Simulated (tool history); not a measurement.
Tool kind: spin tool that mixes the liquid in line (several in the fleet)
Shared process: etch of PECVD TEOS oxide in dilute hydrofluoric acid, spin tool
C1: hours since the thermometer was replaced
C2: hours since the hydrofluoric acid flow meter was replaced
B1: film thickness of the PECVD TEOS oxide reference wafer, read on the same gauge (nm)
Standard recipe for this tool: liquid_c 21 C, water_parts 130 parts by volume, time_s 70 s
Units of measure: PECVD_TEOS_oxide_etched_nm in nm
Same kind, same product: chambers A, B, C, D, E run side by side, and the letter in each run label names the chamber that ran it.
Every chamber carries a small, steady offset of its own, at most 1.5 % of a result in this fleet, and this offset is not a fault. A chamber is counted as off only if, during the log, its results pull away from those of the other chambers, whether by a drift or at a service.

Run 1B, hour 5: usual settings; C1 966.8; C2 657.5; B1 39.972. Result: PECVD_TEOS_oxide_etched_nm 12.952 nm.
Run 2C, hour 11.5: usual settings; C1 1202.6; C2 561.3; B1 40.002. Result: PECVD_TEOS_oxide_etched_nm 13.044 nm.
Run 3E, hour 17.2: usual settings; C1 112.3; C2 1151.7; B1 40.033. Result: PECVD_TEOS_oxide_etched_nm 13.272 nm.
Run 4D, hour 22: usual settings; C1 650.6; C2 291.2; B1 39.996. Result: PECVD_TEOS_oxide_etched_nm 12.99 nm.
Run 5A, hour 29.6: usual settings; C1 1727.2; C2 612; B1 40.012. Result: PECVD_TEOS_oxide_etched_nm 13.248 nm.
Run 6D, hour 36.2: usual settings; C1 664.8; C2 305.4; B1 40.022. Result: PECVD_TEOS_oxide_etched_nm 13.094 nm.
At hour 40.6: chamber B: thermometer replaced.
Run 7E, hour 41.8: usual settings; C1 136.9; C2 1176.3; B1 40.021. Result: PECVD_TEOS_oxide_etched_nm 13.329 nm.
Run 8C, hour 49.9: usual settings; C1 1241; C2 599.7; B1 39.975. Result: PECVD_TEOS_oxide_etched_nm 12.994 nm.
Run 9B, hour 54.9: usual settings; C1 14.3; C2 707.4; B1 40.011. Result: PECVD_TEOS_oxide_etched_nm 13.097 nm.
Run 10A, hour 61.4: usual settings; C1 1759; C2 643.8; B1 39.985. Result: PECVD_TEOS_oxide_etched_nm 13.012 nm.
Run 11E, hour 66.7: usual settings; C1 161.8; C2 1201.2; B1 40.019. Result: PECVD_TEOS_oxide_etched_nm 13.125 nm.
Run 12A, hour 73.2: usual settings; C1 1770.8; C2 655.6; B1 40.014. Result: PECVD_TEOS_oxide_etched_nm 13.199 nm.
Run 13D, hour 77.3: usual settings; C1 705.9; C2 346.5; B1 40.034. Result: PECVD_TEOS_oxide_etched_nm 13.007 nm.
Run 14C, hour 83.2: usual settings but water_parts 160 parts by volume, time_s 105 s; C1 1274.3; C2 633; B1 40.005. Result: PECVD_TEOS_oxide_etched_nm 15.378 nm.
Run 15B, hour 91: usual settings but water_parts 160 parts by volume, time_s 105 s; C1 50.4; C2 743.5; B1 39.999. Result: PECVD_TEOS_oxide_etched_nm 15.112 nm.
Run 16C, hour 97: usual settings but water_parts 160 parts by volume, time_s 105 s; C1 1288.1; C2 646.8; B1 40.005. Result: PECVD_TEOS_oxide_etched_nm 15.387 nm.
Run 17A, hour 104.6: usual settings but water_parts 160 parts by volume, time_s 105 s; C1 1802.2; C2 687; B1 39.965. Result: PECVD_TEOS_oxide_etched_nm 15.634 nm.
Run 18B, hour 113.4: usual settings but water_parts 160 parts by volume, time_s 105 s; C1 72.8; C2 765.9; B1 40.007. Result: PECVD_TEOS_oxide_etched_nm 15.486 nm.
Run 19E, hour 120: usual settings but time_s 50 s; C1 215.1; C2 1254.5; B1 39.999. Result: PECVD_TEOS_oxide_etched_nm 9.5146 nm.
Run 20D, hour 127.7: usual settings but time_s 50 s; C1 756.3; C2 396.9; B1 40.015. Result: PECVD_TEOS_oxide_etched_nm 9.1427 nm.
Run 21B, hour 132: usual settings but time_s 50 s; C1 91.4; C2 784.5; B1 40.056. Result: PECVD_TEOS_oxide_etched_nm 9.3162 nm.
At hour 134.5: chamber C: thermometer replaced.
Run 22A, hour 139.6: usual settings but time_s 50 s; C1 1837.2; C2 722; B1 39.992. Result: PECVD_TEOS_oxide_etched_nm 9.3862 nm.
Run 23E, hour 145.7: usual settings but time_s 50 s; C1 240.8; C2 1280.2; B1 39.996. Result: PECVD_TEOS_oxide_etched_nm 9.4852 nm.
Run 24D, hour 150: usual settings; C1 778.6; C2 419.2; B1 39.999. Result: PECVD_TEOS_oxide_etched_nm 12.9 nm.
Run 25C, hour 155.5: usual settings; C1 21; C2 705.3; B1 39.961. Result: PECVD_TEOS_oxide_etched_nm 12.501 nm.
At hour 157.9: chamber D: thermometer replaced.
Run 26C, hour 163.1: usual settings; C1 28.6; C2 712.9; B1 40.001. Result: PECVD_TEOS_oxide_etched_nm 12.579 nm.
Run 27E, hour 169.1: usual settings; C1 264.2; C2 1303.6; B1 40.019. Result: PECVD_TEOS_oxide_etched_nm 13.289 nm.
Run 28A, hour 174.1: usual settings; C1 1871.7; C2 756.5; B1 39.977. Result: PECVD_TEOS_oxide_etched_nm 13.152 nm.
Run 29B, hour 178.1: usual settings; C1 137.5; C2 830.6; B1 39.994. Result: PECVD_TEOS_oxide_etched_nm 13.119 nm.
Run 30D, hour 183.1: usual settings; C1 25.3; C2 452.3; B1 39.99. Result: PECVD_TEOS_oxide_etched_nm 13.031 nm.
Run 31B, hour 187.6: usual settings; C1 147; C2 840.1; B1 39.956. Result: PECVD_TEOS_oxide_etched_nm 12.969 nm.
Run 32A, hour 195.4: usual settings; C1 1893; C2 777.8; B1 39.988. Result: PECVD_TEOS_oxide_etched_nm 13.296 nm.

All chambers now run identical settings, listed one chamber a line with results as question marks. What results will each chamber show?
Run 33A, hour 202: usual settings but time_s 45 s. Result: PECVD_TEOS_oxide_etched_nm ?.
Run 33B, hour 202: usual settings but time_s 45 s. Result: PECVD_TEOS_oxide_etched_nm ?.
Run 33C, hour 202: usual settings but time_s 45 s. Result: PECVD_TEOS_oxide_etched_nm ?.
Run 33D, hour 202: usual settings but time_s 45 s. Result: PECVD_TEOS_oxide_etched_nm ?.
Run 33E, hour 202: usual settings but time_s 45 s. Result: PECVD_TEOS_oxide_etched_nm ?.

run  PECVD_TEOS_oxide_etched_nm
33A                      8.4174
33B                      8.3914
33C                      7.8675
33D                      8.2661
33E                      8.6296
